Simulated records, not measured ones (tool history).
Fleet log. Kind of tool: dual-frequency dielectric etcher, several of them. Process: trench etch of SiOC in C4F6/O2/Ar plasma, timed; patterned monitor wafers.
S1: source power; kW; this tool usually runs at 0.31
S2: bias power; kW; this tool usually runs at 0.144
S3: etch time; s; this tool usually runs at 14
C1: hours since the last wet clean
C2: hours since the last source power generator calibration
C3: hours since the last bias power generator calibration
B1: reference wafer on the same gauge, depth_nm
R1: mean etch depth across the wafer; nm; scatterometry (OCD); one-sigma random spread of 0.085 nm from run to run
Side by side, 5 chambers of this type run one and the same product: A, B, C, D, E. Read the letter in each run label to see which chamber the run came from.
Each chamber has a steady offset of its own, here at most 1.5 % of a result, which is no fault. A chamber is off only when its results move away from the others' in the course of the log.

run	day	S1	S2	S3	C1	C2	C3	B1	R1
1A	0.246	0.31	0.144	14	122.6	2680.6	1221.7	21.697	24.362
2B	0.554	0.31	0.144	14	89.1	520.8	170.8	21.683	24.423
3C	0.8	0.31	0.144	14	360.1	1683.4	1774.9	21.699	24.5
4E	1.142	0.31	0.144	14	366.4	438.2	578.7	21.707	24.76
5D	1.404	0.31	0.144	11.5	224.4	231.1	2364.2	21.669	19.967
6C	1.683	0.31	0.144	11.5	381.3	1704.6	1796.1	21.71	20.056
7E	1.95	0.31	0.144	11.5	385.8	457.6	598.1	21.681	20.284
8B	2.133	0.31	0.144	11.5	127	558.7	208.7	21.706	20.112
9D	2.483	0.31	0.144	11.5	250.3	257	2390.1	21.72	19.958
10A	2.725	0.31	0.144	14	182.1	2740.1	1281.2	21.717	24.262
11B	2.95	0.31	0.144	14	146.6	578.3	228.3	21.707	24.518
12E	3.229	0.31	0.144	14	416.5	488.3	628.8	21.705	24.639
13A	3.538	0.31	0.144	14	201.6	2759.6	1300.7	21.716	24.348
14C	3.892	0.31	0.144	14	434.3	1757.6	1849.1	21.704	24.367
15D	4.146	0.31	0.144	14	290.2	296.9	2430	21.714	24.114
16A	4.392	0.31	0.144	14	222.1	2780.1	1321.2	21.72	24.605
17E	4.662	0.31	0.144	14	450.9	522.7	663.2	21.688	24.877
18C	4.908	0.28	0.144	14	458.7	1782	1873.5	21.693	23.513
19B	5.158	0.28	0.144	14	199.6	631.3	281.3	21.704	23.613
20D	5.496	0.28	0.144	14	322.6	329.3	2462.4	21.708	23.227
21B	5.812	0.28	0.144	14	215.3	647	297	21.704	23.543
22A	6.029	0.28	0.144	14	261.4	2819.4	1360.5	21.708	23.473
23E	6.292	0.31	0.144	14	490	561.8	702.3	21.696	25.03
24C	6.6	0.31	0.144	14	499.3	1822.6	1914.1	21.695	24.399
25D	6.758	0.27	0.144	15.5	352.9	359.6	2492.7	21.695	25.333
26E	6.946	0.27	0.144	15.5	505.7	577.5	718	21.723	26.588
27A	7.112	0.27	0.144	15.5	287.4	2845.4	1386.5	21.704	25.732
28B	7.271	0.27	0.144	15.5	250.3	682	332	21.697	25.663
29C	7.583	0.27	0.144	15.5	522.9	1846.2	1937.7	21.703	25.579
30D	7.742	0.31	0.144	14	376.5	383.2	2516.3	21.703	24.35
31C	8.029	0.31	0.144	14	533.6	1856.9	1948.4	21.696	24.25
32B	8.233	0.31	0.144	14	273.4	705.1	355.1	21.686	24.415
# day 8.488: chamber D: wet clean of the chamber
33E	8.583	0.31	0.144	14	545	616.8	757.3	21.686	25.673
34D	8.833	0.31	0.144	14	8.4	409.4	2542.5	21.718	24.24
35A	9.1	0.28	0.144	12	335.1	2893.1	1434.2	21.706	20.152
36D	9.442	0.28	0.144	12	23	424	2557.1	21.696	19.993

Next, every chamber runs the same settings. What will each give?
37A	9.696	0.31	0.144	14					?
37B	9.696	0.31	0.144	14					?
37C	9.696	0.31	0.144	14					?
37D	9.696	0.31	0.144	14					?
37E	9.696	0.31	0.144	14					?

run	R1
37A	24.388
37B	24.323
37C	24.32
37D	24.258
37E	25.657

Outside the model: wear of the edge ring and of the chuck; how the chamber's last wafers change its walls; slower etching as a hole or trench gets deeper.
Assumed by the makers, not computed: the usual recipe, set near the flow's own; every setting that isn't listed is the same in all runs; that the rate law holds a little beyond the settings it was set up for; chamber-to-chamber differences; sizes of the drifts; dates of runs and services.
